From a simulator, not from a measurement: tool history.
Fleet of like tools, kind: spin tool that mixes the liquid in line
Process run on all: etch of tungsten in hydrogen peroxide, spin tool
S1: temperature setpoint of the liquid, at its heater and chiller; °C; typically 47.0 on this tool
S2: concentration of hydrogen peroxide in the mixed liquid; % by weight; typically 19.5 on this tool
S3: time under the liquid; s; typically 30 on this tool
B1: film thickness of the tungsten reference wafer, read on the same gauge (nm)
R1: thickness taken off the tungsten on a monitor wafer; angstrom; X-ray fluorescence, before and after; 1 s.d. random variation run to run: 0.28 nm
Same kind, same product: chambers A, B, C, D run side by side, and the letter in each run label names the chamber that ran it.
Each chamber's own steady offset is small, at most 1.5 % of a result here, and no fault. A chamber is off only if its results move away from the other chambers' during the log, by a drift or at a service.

Run 1B, hour 4.1: usual settings; B1 70.004. Result: R1 353.87 angstrom.
Run 2A, hour 9.7: usual settings; B1 70.019. Result: R1 349.28 angstrom.
At hour 13.9: chamber A: thermometer replaced.
At hour 15.9: chamber A: new drum of peroxide connected.
Run 3C, hour 16.3: usual settings; B1 69.997. Result: R1 354.64 angstrom.
Run 4D, hour 19.8: usual settings; B1 69.979. Result: R1 359.18 angstrom.
Run 5D, hour 25.9: usual settings; B1 70.005. Result: R1 351.15 angstrom.
Run 6A, hour 31.0: usual settings; B1 69.977. Result: R1 352.68 angstrom.
Run 7B, hour 38.3: usual settings but S3 15 s; B1 70.018. Result: R1 176.88 angstrom.
Run 8C, hour 45.4: usual settings but S3 15 s; B1 70.020. Result: R1 177.67 angstrom.
Run 9A, hour 50.7: usual settings but S3 15 s; B1 69.994. Result: R1 177.39 angstrom.
Run 10D, hour 55.4: usual settings but S3 15 s; B1 69.989. Result: R1 178.25 angstrom.
Run 11C, hour 60.7: usual settings; B1 69.994. Result: R1 348.10 angstrom.
Run 12B, hour 67.3: usual settings but S3 50 s; B1 70.012. Result: R1 597.08 angstrom.
Run 13A, hour 74.1: usual settings but S3 50 s; B1 69.978. Result: R1 585.41 angstrom.
Run 14D, hour 78.6: usual settings but S3 50 s; B1 69.995. Result: R1 587.79 angstrom.
Run 15C, hour 82.9: usual settings but S3 50 s; B1 69.979. Result: R1 592.25 angstrom.
Run 16B, hour 88.5: usual settings but S1 56.5 °C; B1 70.032. Result: R1 629.67 angstrom.
Run 17D, hour 95.8: usual settings but S1 56.5 °C; B1 70.024. Result: R1 634.66 angstrom.
Run 18A, hour 99.5: usual settings but S1 56.5 °C; B1 69.992. Result: R1 627.65 angstrom.
Run 19B, hour 106.7: usual settings but S1 56.5 °C; B1 70.006. Result: R1 633.93 angstrom.
Run 20C, hour 110.5: usual settings but S3 45 s; B1 69.995. Result: R1 535.07 angstrom.
Run 21A, hour 116.1: usual settings but S3 45 s; B1 70.035. Result: R1 528.90 angstrom.
At hour 119.3: chamber C: new drum of peroxide connected.
Run 22C, hour 121.6: usual settings but S3 45 s; B1 69.982. Result: R1 534.85 angstrom.
Run 23B, hour 127.4: usual settings but S3 45 s; B1 70.012. Result: R1 536.29 angstrom.
At hour 130.5: chamber B: new drum of peroxide connected.
Run 24D, hour 131.9: usual settings; B1 69.997. Result: R1 357.51 angstrom.
Run 25A, hour 136.5: usual settings but S1 44.0 °C; B1 69.990. Result: R1 287.06 angstrom.
At hour 138.3: chamber A: heated supply line repaired.
Run 26B, hour 142.1: usual settings but S1 44.0 °C; B1 70.001. Result: R1 294.00 angstrom.
Run 27D, hour 148.2: usual settings but S1 44.0 °C; B1 69.990. Result: R1 294.82 angstrom.
Run 28C, hour 151.6: usual settings but S1 44.0 °C; B1 69.994. Result: R1 291.67 angstrom.
Run 29A, hour 158.5: usual settings; B1 69.987. Result: R1 355.16 angstrom.
Run 30C, hour 164.1: usual settings; B1 69.982. Result: R1 359.52 angstrom.
Run 31B, hour 169.9: usual settings; B1 70.026. Result: R1 357.63 angstrom.
Run 32D, hour 175.9: usual settings; B1 69.993. Result: R1 350.05 angstrom.
Run 33A, hour 180.4: usual settings; B1 70.009. Result: R1 352.81 angstrom.
Run 34C, hour 185.1: usual settings; B1 70.011. Result: R1 355.75 angstrom.
Run 35B, hour 189.8: usual settings; B1 69.991. Result: R1 358.83 angstrom.
Run 36D, hour 195.7: usual settings; B1 69.984. Result: R1 351.61 angstrom.

Which is it: a chamber that has drifted or been left off by a service, a gauge drift common to all chambers, or only each chamber's usual small offset? If a chamber is off, name it and its likeliest cause.

Beyond each chamber's small constant offset nothing stands out, and the gauge stays steady.
